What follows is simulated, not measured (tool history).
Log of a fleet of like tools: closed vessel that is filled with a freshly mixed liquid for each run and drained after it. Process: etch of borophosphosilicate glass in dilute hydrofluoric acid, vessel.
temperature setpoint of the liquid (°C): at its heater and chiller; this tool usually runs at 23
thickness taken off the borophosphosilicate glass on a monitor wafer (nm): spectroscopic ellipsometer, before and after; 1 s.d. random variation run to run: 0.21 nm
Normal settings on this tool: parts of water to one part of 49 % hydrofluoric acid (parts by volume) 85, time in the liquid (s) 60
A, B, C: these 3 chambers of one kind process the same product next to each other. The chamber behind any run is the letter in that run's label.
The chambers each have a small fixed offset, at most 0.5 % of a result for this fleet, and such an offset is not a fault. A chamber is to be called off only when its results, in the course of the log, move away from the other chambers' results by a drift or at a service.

run,hour,temperature setpoint of the liquid (°C),parts of water to one part of 49 % hydrofluoric acid (parts by volume),time in the liquid (s),"read-back film thickness of the borophosphosilicate glass reference wafer, read on the same gauge (nm)",thickness taken off the borophosphosilicate glass on a monitor wafer (nm)
1B,5.3,23,85,60,90.021,43.078
2C,12.3,23,85,60,89.942,42.685
3A,23.3,23,85,60,90.057,42.848
4B,34.5,23,85,60,89.964,42.966
5C,42.8,23,85,60,90.023,42.893
6A,53.6,23,85,60,90.003,42.714
7A,64.1,23,85,60,89.953,42.707
8B,74.6,23,85,60,90.013,42.938
9C,81,23,85,60,90.001,42.571
10B,92.4,23,85,60,89.973,42.898
11C,99.4,23,85,60,90.006,42.567
12A,105.9,23,85,60,89.998,42.876
13B,112.7,23,85,60,90.002,42.989
14A,121.2,23,85,60,89.963,43.246
15C,131,23,85,60,89.983,42.745
16A,136.8,23,85,60,90.038,43.115
17C,143.2,23,85,60,90.021,43.127
18B,150.3,23,85,60,89.95,43.033
19A,160.9,23,85,60,90.009,43.059
20B,168.2,23,85,60,90.017,42.475
21C,175.9,23,85,60,89.959,43.62
22B,185.9,23,85,60,90.011,43.181
23C,194.5,23,85,60,90.025,43.586
24A,203.3,23,85,60,90.027,42.845
25B,208.4,23,85,60,89.988,43.026
26A,213.6,23,85,60,90.036,42.837
27C,224.2,23,85,60,90.001,43.366
28A,232.2,23,85,60,89.985,43.114
29C,240.9,23,85,60,90.048,43.333
30B,250,23,60,75,90.018,78.718
31B,255.4,23,60,75,89.996,78.933
32C,263.5,23,60,75,90.001,80.655
33A,272.6,23,85,60,89.97,42.71
34B,283.9,23,85,60,90.013,42.959
35C,289.4,23,85,60,89.972,43.985
36A,295,23,85,60,89.993,42.506

Is one chamber off against the others, does the gauge drift, or is nothing wrong? If a chamber is off, say which, and what the likeliest cause is.

It is chamber C that slowly wanders off from its peers.
Cause: liquid hotter than its thermometer reads (K) = 0.709.
The log might look much the same if the cause were instead: hydrofluoric acid flow above the setpoint (%).

Below are 4 candidate recipes for chamber C's next run, each the usual settings with a change, their results shown as question marks. Which of them brings C's results back in line with what the other chambers give on the usual settings?
To be in line, a result may differ from the other chambers' mean on the usual settings by at most: thickness taken off the borophosphosilicate glass on a monitor wafer (nm) 0.75
37C-1,303.3,22.5,85,60,,?
37C-2,303.3,23.5,85,60,,?
37C-3,303.3,24.5,85,60,,?
37C-4,303.3,21.5,85,60,,?

Usual-settings mean across the other chambers: thickness taken off the borophosphosilicate glass on a monitor wafer (nm) 42.927
run,thickness taken off the borophosphosilicate glass on a monitor wafer (nm)
37C-1,43.016
37C-2,44.779
37C-3,46.579
37C-4,41.325
The answer is 37C-1, which returns the chamber to within the allowed miss of the others.
